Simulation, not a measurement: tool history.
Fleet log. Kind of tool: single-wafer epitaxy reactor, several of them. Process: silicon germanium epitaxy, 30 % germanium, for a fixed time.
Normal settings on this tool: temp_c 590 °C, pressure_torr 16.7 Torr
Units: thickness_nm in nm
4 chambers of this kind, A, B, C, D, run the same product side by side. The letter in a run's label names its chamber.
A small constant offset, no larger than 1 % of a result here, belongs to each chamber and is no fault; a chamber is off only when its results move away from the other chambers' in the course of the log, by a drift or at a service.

run   hour  temp_c  pressure_torr  hours since the last pyrometer calibration  hours since the last manometer calibration  read-back reference wafer on the same gauge, thickness_nm  thickness_nm
 1A    8.9     590           16.7                                      1274.5                                       994.4                                                     51.794        45.117
 2C   19.9     590           16.7                                       222.5                                      1491.2                                                     51.815        45.945
 3D   28.1     590           16.7                                       163.6                                       859.1                                                     51.826        45.443
 4B   38.6     590           16.7                                      1311.5                                       662.7                                                     51.841        45.981
 5A   50.1     590           16.7                                      1315.7                                      1035.6                                                     51.821        45.287
 6C   60.3     590           16.7                                       262.9                                      1531.6                                                     51.853        46.048
 7B   68.2     582           13.9                                      1341.1                                       692.3                                                     51.852        36.763
 8D   75.6     582           13.9                                       211.1                                       906.6                                                     51.871        36.369
 9D   86.8     582           13.9                                       222.3                                       917.8                                                     51.859        36.305
10C   92.9     582           13.9                                       295.5                                      1564.2                                                     51.888        36.767
11B   99.3     590           16.7                                      1372.2                                       723.4                                                     51.885        45.772
12A  107.6     590           16.7                                      1373.2                                      1093.1                                                     51.906        45.234
13D  117.5     590           16.7                                       253.0                                       948.5                                                     51.896        45.583
14C  126.1     590           16.7                                       328.7                                      1597.4                                                     51.920        46.051
15A  138.0     590           16.7                                      1403.6                                      1123.5                                                     51.902        45.373
16B  146.9     597           16.7                                      1419.8                                       771.0                                                     51.919        52.420
17B  154.5     597           16.7                                      1427.4                                       778.6                                                     51.919        52.422
18C  161.8     597           16.7                                       364.4                                      1633.1                                                     51.942        52.676
19D  172.5     597           16.7                                       308.0                                      1003.5                                                     51.952        52.117
20A  180.3     590           16.7                                      1445.9                                      1165.8                                                     51.950        45.234
21C  192.7     590           16.7                                       395.3                                      1664.0                                                     51.948        46.166
22A  202.9     590           16.7                                      1468.5                                      1188.4                                                     51.979        45.374
23D  215.9     590           16.7                                       351.4                                      1046.9                                                     51.976        45.641
24B  229.4     590           15.5                                      1502.3                                       853.5                                                     51.994        44.707
25A  242.7     590           15.5                                      1508.3                                      1228.2                                                     51.982        44.021
26D  250.0     590           15.5                                       385.5                                      1081.0                                                     51.990        44.346
27B  258.0     590           15.5                                      1530.9                                       882.1                                                     51.994        44.632
     264.5  -- chamber C: capacitance manometer re-zeroed and calibrated
28C  270.9     590           16.7                                       473.5                                         6.4                                                     52.002        46.093
29A  277.8     590           16.7                                      1543.4                                      1263.3                                                     52.030        45.305
30C  284.3     590           16.7                                       486.9                                        19.8                                                     52.035        46.134
31D  291.6     590           16.7                                       427.1                                      1122.6                                                     52.031        45.669
32B  302.0     590           16.7                                      1574.9                                       926.1                                                     52.048        46.166
33A  311.8     590           16.7                                      1577.4                                      1297.3                                                     52.038        45.408
     317.8  -- chamber A: pyrometer calibrated
34B  325.5     582           20.7                                      1598.4                                       949.6                                                     52.073        43.018
35C  338.6     582           20.7                                       541.2                                        74.1                                                     52.080        43.134
36D  349.1     582           20.7                                       484.6                                      1180.1                                                     52.070        42.700
37A  358.6     582           20.7                                        40.8                                      1344.1                                                     52.092        42.769
38C  367.5     590           16.7                                       570.1                                       103.0                                                     52.111        46.212
39B  378.9     590           16.7                                      1651.8                                      1003.0                                                     52.098        46.172
40D  390.8     590           16.7                                       526.3                                      1221.8                                                     52.115        45.772
41A  398.0     590           16.7                                        80.2                                      1383.5                                                     52.129        45.584

Next, all 4 chambers run the settings below, one line each with question marks for the results. What does each chamber give?
42A  407.8     590           16.7                                                                                                                                                                ?
42B  407.8     590           16.7                                                                                                                                                                ?
42C  407.8     590           16.7                                                                                                                                                                ?
42D  407.8     590           16.7                                                                                                                                                                ?

run  thickness_nm
42A        45.563
42B        46.176
42C        46.235
42D        45.754
